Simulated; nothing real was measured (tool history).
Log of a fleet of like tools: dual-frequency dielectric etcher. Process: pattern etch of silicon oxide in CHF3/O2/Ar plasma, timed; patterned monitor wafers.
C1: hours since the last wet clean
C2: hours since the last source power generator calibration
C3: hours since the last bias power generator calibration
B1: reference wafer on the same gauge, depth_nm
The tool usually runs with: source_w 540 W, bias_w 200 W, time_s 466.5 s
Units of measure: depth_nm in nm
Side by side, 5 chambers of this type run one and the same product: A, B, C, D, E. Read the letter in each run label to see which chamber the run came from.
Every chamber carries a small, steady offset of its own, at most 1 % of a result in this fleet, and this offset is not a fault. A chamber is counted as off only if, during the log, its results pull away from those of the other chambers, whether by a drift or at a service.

run 1E hour=11.2 | source_w=540 bias_w=200 time_s=466.5 | C1=451.5 C2=2045.8 C3=1210.0 | B1=778.57 | depth_nm=922.37
run 2C hour=23.8 | source_w=540 bias_w=200 time_s=466.5 | C1=328.5 C2=1389.1 C3=4173.5 | B1=777.80 | depth_nm=906.15
run 3D hour=36.7 | source_w=540 bias_w=200 time_s=466.5 | C1=364.3 C2=1958.3 C3=2651.6 | B1=777.61 | depth_nm=917.92
run 4A hour=43.0 | source_w=540 bias_w=200 time_s=466.5 | C1=180.9 C2=3112.5 C3=3343.0 | B1=778.46 | depth_nm=915.49
run 5B hour=56.9 | source_w=540 bias_w=200 time_s=466.5 | C1=300.5 C2=2318.4 C3=1276.0 | B1=776.95 | depth_nm=915.32
run 6A hour=65.5 | source_w=540 bias_w=200 time_s=466.5 | C1=203.4 C2=3135.0 C3=3365.5 | B1=778.19 | depth_nm=917.33
run 7D hour=72.0 | source_w=540 bias_w=200 time_s=466.5 | C1=399.6 C2=1993.6 C3=2686.9 | B1=777.91 | depth_nm=916.89
-- hour=75.5 chamber D: bias power generator calibrated
run 8C hour=82.8 | source_w=540 bias_w=200 time_s=466.5 | C1=387.5 C2=1448.1 C3=4232.5 | B1=778.18 | depth_nm=909.87
run 9B hour=89.0 | source_w=540 bias_w=200 time_s=466.5 | C1=332.6 C2=2350.5 C3=1308.1 | B1=778.31 | depth_nm=916.96
run 10E hour=95.8 | source_w=540 bias_w=176 time_s=466.5 | C1=536.1 C2=2130.4 C3=1294.6 | B1=778.19 | depth_nm=881.75
run 11A hour=105.8 | source_w=540 bias_w=176 time_s=466.5 | C1=243.7 C2=3175.3 C3=3405.8 | B1=776.81 | depth_nm=877.73
run 12C hour=119.0 | source_w=540 bias_w=176 time_s=466.5 | C1=423.7 C2=1484.3 C3=4268.7 | B1=778.04 | depth_nm=870.64
-- hour=124.1 chamber C: wet clean of the chamber
run 13E hour=129.6 | source_w=540 bias_w=176 time_s=466.5 | C1=569.9 C2=2164.2 C3=1328.4 | B1=777.28 | depth_nm=886.09
run 14B hour=142.6 | source_w=540 bias_w=176 time_s=466.5 | C1=386.2 C2=2404.1 C3=1361.7 | B1=778.08 | depth_nm=878.05
-- hour=151.9 chamber D: wet clean of the chamber
run 15D hour=152.1 | source_w=540 bias_w=200 time_s=466.5 | C1=0.2 C2=2073.7 C3=76.7 | B1=777.94 | depth_nm=915.53
run 16D hour=164.4 | source_w=540 bias_w=200 time_s=466.5 | C1=12.5 C2=2086.0 C3=89.0 | B1=777.92 | depth_nm=917.16
run 17C hour=174.8 | source_w=540 bias_w=200 time_s=466.5 | C1=50.8 C2=1540.1 C3=4324.5 | B1=777.83 | depth_nm=909.48
run 18A hour=183.6 | source_w=540 bias_w=200 time_s=466.5 | C1=321.5 C2=3253.1 C3=3483.6 | B1=778.07 | depth_nm=925.51
run 19E hour=190.5 | source_w=540 bias_w=200 time_s=466.5 | C1=630.8 C2=2225.1 C3=1389.3 | B1=778.84 | depth_nm=936.28
run 20B hour=203.7 | source_w=540 bias_w=200 time_s=466.5 | C1=447.3 C2=2465.2 C3=1422.8 | B1=777.88 | depth_nm=913.29
run 21D hour=215.7 | source_w=540 bias_w=200 time_s=466.5 | C1=63.8 C2=2137.3 C3=140.3 | B1=777.37 | depth_nm=912.40
run 22C hour=224.4 | source_w=670 bias_w=233 time_s=466.5 | C1=100.4 C2=1589.7 C3=4374.1 | B1=778.11 | depth_nm=1043.00
run 23E hour=235.9 | source_w=670 bias_w=233 time_s=466.5 | C1=676.2 C2=2270.5 C3=1434.7 | B1=776.76 | depth_nm=1068.60
run 24B hour=245.5 | source_w=670 bias_w=233 time_s=466.5 | C1=489.1 C2=2507.0 C3=1464.6 | B1=778.84 | depth_nm=1044.60
run 25A hour=258.1 | source_w=670 bias_w=233 time_s=466.5 | C1=396.0 C2=3327.6 C3=3558.1 | B1=778.14 | depth_nm=1052.60
-- hour=268.8 chamber B: wet clean of the chamber
run 26A hour=272.5 | source_w=670 bias_w=233 time_s=466.5 | C1=410.4 C2=3342.0 C3=3572.5 | B1=777.65 | depth_nm=1049.10
run 27D hour=284.7 | source_w=540 bias_w=200 time_s=466.5 | C1=132.8 C2=2206.3 C3=209.3 | B1=777.78 | depth_nm=918.57
run 28C hour=298.2 | source_w=540 bias_w=200 time_s=466.5 | C1=174.2 C2=1663.5 C3=4447.9 | B1=777.95 | depth_nm=910.59
run 29B hour=309.0 | source_w=540 bias_w=200 time_s=466.5 | C1=40.3 C2=2570.5 C3=1528.1 | B1=778.23 | depth_nm=915.55
run 30E hour=317.8 | source_w=540 bias_w=200 time_s=466.5 | C1=758.1 C2=2352.4 C3=1516.6 | B1=778.26 | depth_nm=945.21
run 31C hour=327.9 | source_w=540 bias_w=200 time_s=466.5 | C1=203.9 C2=1693.2 C3=4477.6 | B1=777.95 | depth_nm=912.29
run 32E hour=335.0 | source_w=540 bias_w=200 time_s=466.5 | C1=775.3 C2=2369.6 C3=1533.8 | B1=777.49 | depth_nm=949.82

Next, every chamber runs the same settings. What will each give?
run 33A hour=345.3 | source_w=540 bias_w=200 time_s=562.5 | depth_nm=?
run 33B hour=345.3 | source_w=540 bias_w=200 time_s=562.5 | depth_nm=?
run 33C hour=345.3 | source_w=540 bias_w=200 time_s=562.5 | depth_nm=?
run 33D hour=345.3 | source_w=540 bias_w=200 time_s=562.5 | depth_nm=?
run 33E hour=345.3 | source_w=540 bias_w=200 time_s=562.5 | depth_nm=?

run=33A depth_nm=1115.00
run=33B depth_nm=1110.50
run=33C depth_nm=1099.60
run=33D depth_nm=1109.90
run=33E depth_nm=1139.40
